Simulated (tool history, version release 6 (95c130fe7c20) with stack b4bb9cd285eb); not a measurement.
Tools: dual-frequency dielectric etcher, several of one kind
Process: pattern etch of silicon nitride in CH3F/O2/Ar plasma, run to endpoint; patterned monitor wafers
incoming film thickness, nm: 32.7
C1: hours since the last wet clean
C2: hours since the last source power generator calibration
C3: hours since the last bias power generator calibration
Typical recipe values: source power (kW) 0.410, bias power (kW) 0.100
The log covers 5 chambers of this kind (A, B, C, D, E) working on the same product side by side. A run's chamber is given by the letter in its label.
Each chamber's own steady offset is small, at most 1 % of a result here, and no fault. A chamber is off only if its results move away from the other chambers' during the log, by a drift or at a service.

{"run": "1E", "day": 0.229, "source power (kW)": 0.41, "bias power (kW)": 0.1, "C1": 358.9, "C2": 499.1, "C3": 1191.0, "endpoint time (s)": 41.391}
{"day": 0.446, "done": "chamber E: wet clean of the chamber"}
{"run": "2D", "day": 0.625, "source power (kW)": 0.41, "bias power (kW)": 0.1, "C1": 40.2, "C2": 524.3, "C3": 2257.5, "endpoint time (s)": 41.346}
{"run": "3B", "day": 1.012, "source power (kW)": 0.41, "bias power (kW)": 0.1, "C1": 334.5, "C2": 905.2, "C3": 262.0, "endpoint time (s)": 41.575}
{"run": "4C", "day": 1.254, "source power (kW)": 0.41, "bias power (kW)": 0.1, "C1": 506.9, "C2": 647.2, "C3": 2044.4, "endpoint time (s)": 41.955}
{"run": "5A", "day": 1.579, "source power (kW)": 0.41, "bias power (kW)": 0.1, "C1": 239.0, "C2": 1295.2, "C3": 340.7, "endpoint time (s)": 41.683}
{"run": "6E", "day": 1.788, "source power (kW)": 0.41, "bias power (kW)": 0.1, "C1": 32.3, "C2": 536.5, "C3": 1228.4, "endpoint time (s)": 41.737}
{"run": "7A", "day": 2.133, "source power (kW)": 0.37, "bias power (kW)": 0.079, "C1": 252.3, "C2": 1308.5, "C3": 354.0, "endpoint time (s)": 47.675}
{"run": "8C", "day": 2.458, "source power (kW)": 0.37, "bias power (kW)": 0.079, "C1": 535.8, "C2": 676.1, "C3": 2073.3, "endpoint time (s)": 46.997}
{"run": "9B", "day": 2.704, "source power (kW)": 0.37, "bias power (kW)": 0.079, "C1": 375.1, "C2": 945.8, "C3": 302.6, "endpoint time (s)": 46.792}
{"run": "10D", "day": 2.912, "source power (kW)": 0.37, "bias power (kW)": 0.079, "C1": 95.1, "C2": 579.2, "C3": 2312.4, "endpoint time (s)": 46.782}
{"day": 3.058, "done": "chamber B: wet clean of the chamber"}
{"run": "11B", "day": 3.292, "source power (kW)": 0.37, "bias power (kW)": 0.079, "C1": 5.7, "C2": 959.9, "C3": 316.7, "endpoint time (s)": 47.345}
{"run": "12C", "day": 3.538, "source power (kW)": 0.41, "bias power (kW)": 0.1, "C1": 561.7, "C2": 702.0, "C3": 2099.2, "endpoint time (s)": 41.753}
{"run": "13D", "day": 3.888, "source power (kW)": 0.41, "bias power (kW)": 0.1, "C1": 118.5, "C2": 602.6, "C3": 2335.8, "endpoint time (s)": 40.872}
{"run": "14A", "day": 4.092, "source power (kW)": 0.41, "bias power (kW)": 0.1, "C1": 299.3, "C2": 1355.5, "C3": 401.0, "endpoint time (s)": 41.679}
{"run": "15E", "day": 4.475, "source power (kW)": 0.41, "bias power (kW)": 0.1, "C1": 96.8, "C2": 601.0, "C3": 1292.9, "endpoint time (s)": 41.718}
{"run": "16A", "day": 4.833, "source power (kW)": 0.5, "bias power (kW)": 0.113, "C1": 317.1, "C2": 1373.3, "C3": 418.8, "endpoint time (s)": 37.463}
{"run": "17D", "day": 5.25, "source power (kW)": 0.5, "bias power (kW)": 0.113, "C1": 151.2, "C2": 635.3, "C3": 2368.5, "endpoint time (s)": 37.032}
{"run": "18E", "day": 5.675, "source power (kW)": 0.5, "bias power (kW)": 0.113, "C1": 125.6, "C2": 629.8, "C3": 1321.7, "endpoint time (s)": 37.111}
{"run": "19B", "day": 6.133, "source power (kW)": 0.5, "bias power (kW)": 0.113, "C1": 73.9, "C2": 1028.1, "C3": 384.9, "endpoint time (s)": 36.873}
{"run": "20C", "day": 6.512, "source power (kW)": 0.5, "bias power (kW)": 0.113, "C1": 633.1, "C2": 773.4, "C3": 2170.6, "endpoint time (s)": 36.951}
{"run": "21A", "day": 6.758, "source power (kW)": 0.41, "bias power (kW)": 0.1, "C1": 363.3, "C2": 1419.5, "C3": 465.0, "endpoint time (s)": 42.183}
{"run": "22B", "day": 7.042, "source power (kW)": 0.41, "bias power (kW)": 0.1, "C1": 95.7, "C2": 1049.9, "C3": 406.7, "endpoint time (s)": 41.808}
{"run": "23D", "day": 7.329, "source power (kW)": 0.41, "bias power (kW)": 0.1, "C1": 201.1, "C2": 685.2, "C3": 2418.4, "endpoint time (s)": 41.419}
{"run": "24E", "day": 7.562, "source power (kW)": 0.41, "bias power (kW)": 0.1, "C1": 170.9, "C2": 675.1, "C3": 1367.0, "endpoint time (s)": 41.176}
{"run": "25C", "day": 7.783, "source power (kW)": 0.41, "bias power (kW)": 0.1, "C1": 663.6, "C2": 803.9, "C3": 2201.1, "endpoint time (s)": 42.021}
{"run": "26B", "day": 8.133, "source power (kW)": 0.41, "bias power (kW)": 0.1, "C1": 121.9, "C2": 1076.1, "C3": 432.9, "endpoint time (s)": 41.414}
{"run": "27D", "day": 8.483, "source power (kW)": 0.41, "bias power (kW)": 0.1, "C1": 228.8, "C2": 712.9, "C3": 2446.1, "endpoint time (s)": 41.335}
{"day": 8.65, "done": "chamber C: wet clean of the chamber"}
{"run": "28E", "day": 8.933, "source power (kW)": 0.41, "bias power (kW)": 0.1, "C1": 203.8, "C2": 708.0, "C3": 1399.9, "endpoint time (s)": 42.02}
{"run": "29C", "day": 9.238, "source power (kW)": 0.41, "bias power (kW)": 0.1, "C1": 14.1, "C2": 838.8, "C3": 2236.0, "endpoint time (s)": 41.717}
{"run": "30A", "day": 9.533, "source power (kW)": 0.34, "bias power (kW)": 0.1, "C1": 429.9, "C2": 1486.1, "C3": 531.6, "endpoint time (s)": 45.781}
{"run": "31D", "day": 9.954, "source power (kW)": 0.34, "bias power (kW)": 0.1, "C1": 264.1, "C2": 748.2, "C3": 2481.4, "endpoint time (s)": 44.251}
{"run": "32C", "day": 10.312, "source power (kW)": 0.34, "bias power (kW)": 0.1, "C1": 39.9, "C2": 864.6, "C3": 2261.8, "endpoint time (s)": 45.173}
{"run": "33E", "day": 10.779, "source power (kW)": 0.34, "bias power (kW)": 0.1, "C1": 248.1, "C2": 752.3, "C3": 1444.2, "endpoint time (s)": 44.407}

For the next run the whole fleet of 5 chambers uses the same settings. Give each chamber's results:
{"run": "34A", "day": 11.112, "source power (kW)": 0.41, "bias power (kW)": 0.091, "endpoint time (s)": "?"}
{"run": "34B", "day": 11.112, "source power (kW)": 0.41, "bias power (kW)": 0.091, "endpoint time (s)": "?"}
{"run": "34C", "day": 11.112, "source power (kW)": 0.41, "bias power (kW)": 0.091, "endpoint time (s)": "?"}
{"run": "34D", "day": 11.112, "source power (kW)": 0.41, "bias power (kW)": 0.091, "endpoint time (s)": "?"}
{"run": "34E", "day": 11.112, "source power (kW)": 0.41, "bias power (kW)": 0.091, "endpoint time (s)": "?"}

run=34A endpoint_time_(s)=44.003
run=34B endpoint_time_(s)=42.468
run=34C endpoint_time_(s)=43.024
run=34D endpoint_time_(s)=42.596
run=34E endpoint_time_(s)=42.739

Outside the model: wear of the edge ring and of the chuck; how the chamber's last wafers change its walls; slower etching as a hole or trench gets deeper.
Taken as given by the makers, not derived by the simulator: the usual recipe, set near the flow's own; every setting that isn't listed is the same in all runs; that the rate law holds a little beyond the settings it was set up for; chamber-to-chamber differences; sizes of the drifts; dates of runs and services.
